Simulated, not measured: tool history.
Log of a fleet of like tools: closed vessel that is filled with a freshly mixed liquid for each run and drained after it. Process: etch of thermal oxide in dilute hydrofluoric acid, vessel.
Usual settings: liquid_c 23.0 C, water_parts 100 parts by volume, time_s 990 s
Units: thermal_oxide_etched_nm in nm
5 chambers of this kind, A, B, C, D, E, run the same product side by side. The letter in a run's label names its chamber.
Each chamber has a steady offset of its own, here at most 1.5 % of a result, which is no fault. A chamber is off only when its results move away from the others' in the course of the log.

run	hour	liquid_c	water_parts	time_s	hours since the thermometer was replaced	hours since the hydrofluoric acid flow meter was replaced	read-back film thickness of the thermal oxide reference wafer, read on the same gauge (nm)	thermal_oxide_etched_nm
# hour 0.3: chamber C: hydrofluoric acid flow meter replaced
1A	14.4	23.0	100	990	1035.3	1092.2	99.986	45.545
2E	29.1	23.0	100	990	1608.6	403.3	99.977	44.614
3B	36.4	23.0	100	990	885.4	709.3	100.030	45.250
4C	46.4	23.0	100	990	953.1	46.1	100.010	45.114
5D	56.4	28.0	130	990	883.1	922.3	100.020	40.056
6A	69.2	28.0	130	990	1090.1	1147.0	100.000	40.882
7C	84.1	28.0	130	990	990.8	83.8	100.020	40.899
8B	91.0	28.0	130	990	940.0	763.9	99.993	40.163
9E	104.7	28.0	130	990	1684.2	478.9	99.982	40.141
10D	119.4	25.0	130	990	946.1	985.3	100.000	35.617
11A	130.8	25.0	130	990	1151.7	1208.6	100.020	36.635
12D	139.6	25.0	130	990	966.3	1005.5	99.996	35.550
13C	149.7	25.0	130	990	1056.4	149.4	100.000	36.238
14B	159.4	25.0	130	990	1008.4	832.3	99.984	35.360
15E	166.0	23.0	100	990	1745.5	540.2	100.000	44.110
16A	179.8	23.0	100	990	1200.7	1257.6	99.991	45.357
17E	188.0	23.0	100	990	1767.5	562.2	99.994	44.363
18C	200.7	23.0	100	990	1107.4	200.4	100.010	44.908
19D	207.6	20.5	65	990	1034.3	1073.5	100.010	64.608
20B	214.9	20.5	65	990	1063.9	887.8	99.992	64.033
21D	225.0	20.5	65	990	1051.7	1090.9	100.000	65.203
# hour 231.1: chamber E: hydrofluoric acid flow meter replaced
22C	234.8	20.5	65	990	1141.5	234.5	99.982	64.714
23E	241.6	20.5	65	990	1821.1	10.6	99.985	65.348
24B	249.2	23.0	100	990	1098.2	922.1	99.996	44.118
25A	259.8	23.0	100	990	1280.7	1337.6	100.020	45.873
# hour 268.4: chamber D: thermometer replaced
26D	270.6	23.0	100	990	2.2	1136.5	100.010	44.681
27E	285.2	23.0	100	1315	1864.7	54.2	100.030	59.132
28B	299.3	23.0	100	1315	1148.3	972.2	100.010	56.648
29A	308.7	23.0	100	1315	1329.6	1386.5	99.979	60.303
30C	318.2	23.0	100	1315	1224.9	317.9	100.000	60.211
31B	324.9	23.0	100	1315	1173.9	997.8	100.010	56.516
32C	334.1	19.5	100	595	1240.8	333.8	100.020	23.352

Is one chamber off against the others, does the gauge drift, or is nothing wrong? If a chamber is off, say which, and what the likeliest cause is.

Chamber B drifts away from the others.
Cause: hydrofluoric acid flow below the setpoint (%) = 5.57.
The log may not tell that from: liquid colder than its thermometer reads (K).

Here are 4 candidates for chamber B's next run, each the usual settings with a change, their results left as question marks. Which one brings its results back in line with what the others give on the usual settings?
In line means no further than this from the other chambers' mean on the usual settings: thermal_oxide_etched_nm 1.000 nm
33B-1	344.9	23.0	100	935				?
33B-2	344.9	23.0	100	985				?
33B-3	344.9	23.0	100	1045				?
33B-4	344.9	23.0	100	995				?

The other chambers' mean on the usual settings: thermal_oxide_etched_nm 44.908 nm
run	thermal_oxide_etched_nm
33B-1	40.119
33B-2	42.265
33B-3	44.839
33B-4	42.694
33B-3 brings the chamber back in line.

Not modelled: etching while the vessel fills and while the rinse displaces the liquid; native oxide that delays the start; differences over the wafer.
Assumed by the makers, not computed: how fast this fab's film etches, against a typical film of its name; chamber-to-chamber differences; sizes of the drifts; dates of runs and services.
